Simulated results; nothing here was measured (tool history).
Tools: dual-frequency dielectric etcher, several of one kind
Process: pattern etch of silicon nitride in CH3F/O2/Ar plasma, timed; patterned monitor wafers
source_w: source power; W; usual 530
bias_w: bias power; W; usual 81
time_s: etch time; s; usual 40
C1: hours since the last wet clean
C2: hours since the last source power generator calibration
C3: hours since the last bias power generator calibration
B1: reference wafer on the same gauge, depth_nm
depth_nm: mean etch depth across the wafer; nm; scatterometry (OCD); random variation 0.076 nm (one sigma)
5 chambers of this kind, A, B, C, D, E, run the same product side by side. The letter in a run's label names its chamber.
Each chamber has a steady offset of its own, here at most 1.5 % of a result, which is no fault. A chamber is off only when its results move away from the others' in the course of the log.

Run 1D, hour 10.7: usual settings; C1 403.2; C2 1594.4; C3 1700.7; B1 34.129. Result: depth_nm 32.056 nm.
At hour 16.4: chamber B: bias power generator calibrated.
Run 2A, hour 24.3: usual settings; C1 135.8; C2 685.0; C3 2625.8; B1 34.100. Result: depth_nm 32.352 nm.
At hour 27.6: chamber C: wet clean of the chamber.
Run 3B, hour 38.7: usual settings; C1 332.4; C2 2581.1; C3 22.4; B1 34.110. Result: depth_nm 32.593 nm.
Run 4E, hour 51.9: usual settings; C1 525.8; C2 1105.8; C3 375.7; B1 34.096. Result: depth_nm 32.569 nm.
Run 5C, hour 63.7: usual settings but source_w 580 W; C1 36.1; C2 1790.8; C3 1820.8; B1 34.113. Result: depth_nm 33.703 nm.
Run 6B, hour 76.7: usual settings but source_w 580 W; C1 370.4; C2 2619.1; C3 60.4; B1 34.086. Result: depth_nm 33.703 nm.
Run 7E, hour 86.8: usual settings but source_w 580 W; C1 560.7; C2 1140.7; C3 410.6; B1 34.115. Result: depth_nm 33.847 nm.
Run 8C, hour 97.3: usual settings but source_w 580 W; C1 69.7; C2 1824.4; C3 1854.4; B1 34.101. Result: depth_nm 33.652 nm.
Run 9A, hour 109.6: usual settings but source_w 580 W; C1 221.1; C2 770.3; C3 2711.1; B1 34.118. Result: depth_nm 33.443 nm.
Run 10D, hour 124.4: usual settings; C1 516.9; C2 1708.1; C3 1814.4; B1 34.087. Result: depth_nm 32.316 nm.
Run 11E, hour 135.8: usual settings; C1 609.7; C2 1189.7; C3 459.6; B1 34.120. Result: depth_nm 32.563 nm.
Run 12B, hour 144.7: usual settings but time_s 50 s; C1 438.4; C2 2687.1; C3 128.4; B1 34.093. Result: depth_nm 40.617 nm.
Run 13C, hour 154.7: usual settings but time_s 50 s; C1 127.1; C2 1881.8; C3 1911.8; B1 34.089. Result: depth_nm 40.809 nm.
Run 14A, hour 163.7: usual settings but time_s 50 s; C1 275.2; C2 824.4; C3 2765.2; B1 34.098. Result: depth_nm 40.602 nm.
Run 15D, hour 174.5: usual settings but time_s 50 s; C1 567.0; C2 1758.2; C3 1864.5; B1 34.101. Result: depth_nm 40.105 nm.
Run 16E, hour 184.6: usual settings but time_s 50 s; C1 658.5; C2 1238.5; C3 508.4; B1 34.117. Result: depth_nm 40.547 nm.
Run 17D, hour 195.0: usual settings but bias_w 74 W, time_s 50 s; C1 587.5; C2 1778.7; C3 1885.0; B1 34.112. Result: depth_nm 38.961 nm.
Run 18B, hour 209.2: usual settings but bias_w 74 W, time_s 50 s; C1 502.9; C2 2751.6; C3 192.9; B1 34.097. Result: depth_nm 39.345 nm.
At hour 213.6: chamber E: wet clean of the chamber.
Run 19A, hour 224.3: usual settings but bias_w 74 W, time_s 50 s; C1 335.8; C2 885.0; C3 2825.8; B1 34.089. Result: depth_nm 39.202 nm.
At hour 230.5: chamber D: wet clean of the chamber.
Run 20C, hour 234.1: usual settings but bias_w 74 W, time_s 50 s; C1 206.5; C2 1961.2; C3 1991.2; B1 34.091. Result: depth_nm 39.535 nm.
Run 21E, hour 245.6: usual settings but bias_w 74 W, time_s 50 s; C1 32.1; C2 1299.5; C3 569.4; B1 34.108. Result: depth_nm 39.445 nm.
Run 22D, hour 259.4: usual settings; C1 28.9; C2 1843.1; C3 1949.4; B1 34.107. Result: depth_nm 32.182 nm.
Run 23A, hour 270.2: usual settings; C1 381.7; C2 930.9; C3 2871.7; B1 34.112. Result: depth_nm 32.314 nm.
Run 24B, hour 280.5: usual settings; C1 574.2; C2 2822.9; C3 264.2; B1 34.099. Result: depth_nm 32.463 nm.
Run 25C, hour 291.3: usual settings; C1 263.7; C2 2018.4; C3 2048.4; B1 34.097. Result: depth_nm 32.595 nm.
Run 26C, hour 304.7: usual settings; C1 277.1; C2 2031.8; C3 2061.8; B1 34.112. Result: depth_nm 32.466 nm.
Run 27D, hour 316.8: usual settings but time_s 50 s; C1 86.3; C2 1900.5; C3 2006.8; B1 34.100. Result: depth_nm 40.187 nm.
Run 28E, hour 324.2: usual settings but time_s 50 s; C1 110.7; C2 1378.1; C3 648.0; B1 34.093. Result: depth_nm 40.631 nm.
Run 29A, hour 337.5: usual settings but time_s 50 s; C1 449.0; C2 998.2; C3 2939.0; B1 34.105. Result: depth_nm 40.417 nm.
Run 30B, hour 346.7: usual settings but time_s 50 s; C1 640.4; C2 2889.1; C3 330.4; B1 34.107. Result: depth_nm 40.648 nm.
Run 31D, hour 355.1: usual settings but time_s 50 s; C1 124.6; C2 1938.8; C3 2045.1; B1 34.098. Result: depth_nm 40.116 nm.
Run 32B, hour 365.3: usual settings; C1 659.0; C2 2907.7; C3 349.0; B1 34.090. Result: depth_nm 32.539 nm.
Run 33A, hour 374.6: usual settings; C1 486.1; C2 1035.3; C3 2976.1; B1 34.082. Result: depth_nm 32.428 nm.
Run 34E, hour 387.4: usual settings but time_s 46 s; C1 173.9; C2 1441.3; C3 711.2; B1 34.112. Result: depth_nm 37.366 nm.
At hour 393.8: chamber B: wet clean of the chamber.
Run 35C, hour 395.2: usual settings but time_s 46 s; C1 367.6; C2 2122.3; C3 2152.3; B1 34.086. Result: depth_nm 37.438 nm.
At hour 406.7: chamber A: wet clean of the chamber.
At hour 407.9: chamber C: wet clean of the chamber.
Run 36B, hour 408.5: usual settings but time_s 46 s; C1 14.8; C2 2950.9; C3 392.2; B1 34.087. Result: depth_nm 37.534 nm.
Run 37A, hour 423.6: usual settings but time_s 46 s; C1 17.0; C2 1084.3; C3 3025.1; B1 34.100. Result: depth_nm 37.260 nm.
Run 38D, hour 437.3: usual settings but time_s 46 s; C1 206.8; C2 2021.0; C3 2127.3; B1 34.093. Result: depth_nm 36.883 nm.
Run 39E, hour 448.1: usual settings; C1 234.6; C2 1502.0; C3 771.9; B1 34.095. Result: depth_nm 32.572 nm.
Run 40C, hour 455.7: usual settings; C1 47.8; C2 2182.8; C3 2212.8; B1 34.097. Result: depth_nm 32.437 nm.

Is one chamber off against the others, does the gauge drift, or is nothing wrong? If a chamber is off, say which, and what the likeliest cause is.

No chamber stands off beyond its own small offset, and the gauge holds steady.
